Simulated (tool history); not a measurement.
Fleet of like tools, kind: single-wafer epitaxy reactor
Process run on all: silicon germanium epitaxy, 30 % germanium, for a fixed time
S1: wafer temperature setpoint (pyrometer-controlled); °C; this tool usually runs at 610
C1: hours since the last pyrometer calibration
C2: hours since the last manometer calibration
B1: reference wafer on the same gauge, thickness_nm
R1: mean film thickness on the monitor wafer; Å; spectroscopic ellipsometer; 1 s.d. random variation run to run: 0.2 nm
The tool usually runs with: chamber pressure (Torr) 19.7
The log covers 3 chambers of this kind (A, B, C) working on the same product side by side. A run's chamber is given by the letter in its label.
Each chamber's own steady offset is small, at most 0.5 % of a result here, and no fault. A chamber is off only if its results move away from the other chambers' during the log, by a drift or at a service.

Run 1B, day 0.308: usual settings; C1 1495.3; C2 3000.2; B1 70.788. Result: R1 699.64 Å.
Run 2A, day 0.588: usual settings; C1 463.9; C2 1066.2; B1 70.814. Result: R1 701.92 Å.
Run 3C, day 1.042: usual settings; C1 100; C2 1286.4; B1 70.807. Result: R1 708.6 Å.
Run 4B, day 1.488: usual settings; C1 1523.6; C2 3028.5; B1 70.796. Result: R1 705.39 Å.
Run 5A, day 1.879: usual settings; C1 494.9; C2 1097.2; B1 70.795. Result: R1 701.3 Å.
Run 6C, day 2.396: usual settings; C1 132.5; C2 1318.9; B1 70.741. Result: R1 702.21 Å.
Run 7B, day 2.896: usual settings; C1 1557.4; C2 3062.3; B1 70.78. Result: R1 701.21 Å.
Run 8A, day 3.25: usual settings; C1 527.8; C2 1130.1; B1 70.769. Result: R1 699.98 Å.
Run 9C, day 3.825: usual settings; C1 166.8; C2 1353.2; B1 70.789. Result: R1 702.68 Å.
At day 3.892: chamber B: capacitance manometer re-zeroed and calibrated.
Run 10A, day 4.225: usual settings; C1 551.2; C2 1153.5; B1 70.823. Result: R1 701.29 Å.
Run 11C, day 4.729: usual settings; C1 188.5; C2 1374.9; B1 70.767. Result: R1 703.94 Å.
Run 12B, day 5.283: usual settings; C1 1614.7; C2 33.5; B1 70.803. Result: R1 723.07 Å.
Run 13B, day 5.533: usual settings; C1 1620.7; C2 39.5; B1 70.799. Result: R1 719.51 Å.
Run 14C, day 5.979: usual settings; C1 218.5; C2 1404.9; B1 70.784. Result: R1 704.88 Å.
Run 15A, day 6.283: usual settings; C1 600.6; C2 1202.9; B1 70.813. Result: R1 701.13 Å.
Run 16C, day 6.658: usual settings; C1 234.8; C2 1421.2; B1 70.83. Result: R1 708.59 Å.
Run 17B, day 6.921: usual settings; C1 1654; C2 72.8; B1 70.808. Result: R1 723.52 Å.
Run 18A, day 7.483: usual settings; C1 629.4; C2 1231.7; B1 70.794. Result: R1 701.19 Å.
Run 19B, day 7.896: usual settings; C1 1677.4; C2 96.2; B1 70.792. Result: R1 720.94 Å.
Run 20C, day 8.379: usual settings; C1 276.1; C2 1462.5; B1 70.772. Result: R1 706.05 Å.
Run 21A, day 8.688: usual settings; C1 658.3; C2 1260.6; B1 70.741. Result: R1 706.2 Å.
Run 22A, day 9.071: usual settings; C1 667.5; C2 1269.8; B1 70.781. Result: R1 705.46 Å.
Run 23B, day 9.521: usual settings; C1 1716.4; C2 135.2; B1 70.808. Result: R1 719.88 Å.
Run 24C, day 9.988: usual settings; C1 314.7; C2 1501.1; B1 70.771. Result: R1 705.88 Å.
Run 25C, day 10.508: usual settings; C1 327.2; C2 1513.6; B1 70.781. Result: R1 704.76 Å.
Run 26B, day 10.792: usual settings; C1 1746.9; C2 165.7; B1 70.804. Result: R1 722.11 Å.
Run 27A, day 11.129: usual settings; C1 716.9; C2 1319.2; B1 70.786. Result: R1 701.1 Å.
Run 28A, day 11.412: usual settings; C1 723.7; C2 1326; B1 70.748. Result: R1 702.95 Å.
Run 29B, day 11.825: usual settings; C1 1771.7; C2 190.5; B1 70.855. Result: R1 720.89 Å.
Run 30C, day 12.329: usual settings; C1 370.9; C2 1557.3; B1 70.798. Result: R1 706.34 Å.
Run 31C, day 12.75: usual settings but chamber pressure (Torr) 23.8; C1 381; C2 1567.4; B1 70.812. Result: R1 760.22 Å.

Next, all 3 chambers run the settings below, one line each with question marks for the results. What does each chamber give?
Run 32A, day 13.162: usual settings but chamber pressure (Torr) 23.7. Result: R1 ?.
Run 32B, day 13.162: usual settings but chamber pressure (Torr) 23.7. Result: R1 ?.
Run 32C, day 13.162: usual settings but chamber pressure (Torr) 23.7. Result: R1 ?.

run      R1
32A  756.82
32B  775.95
32C  757.12
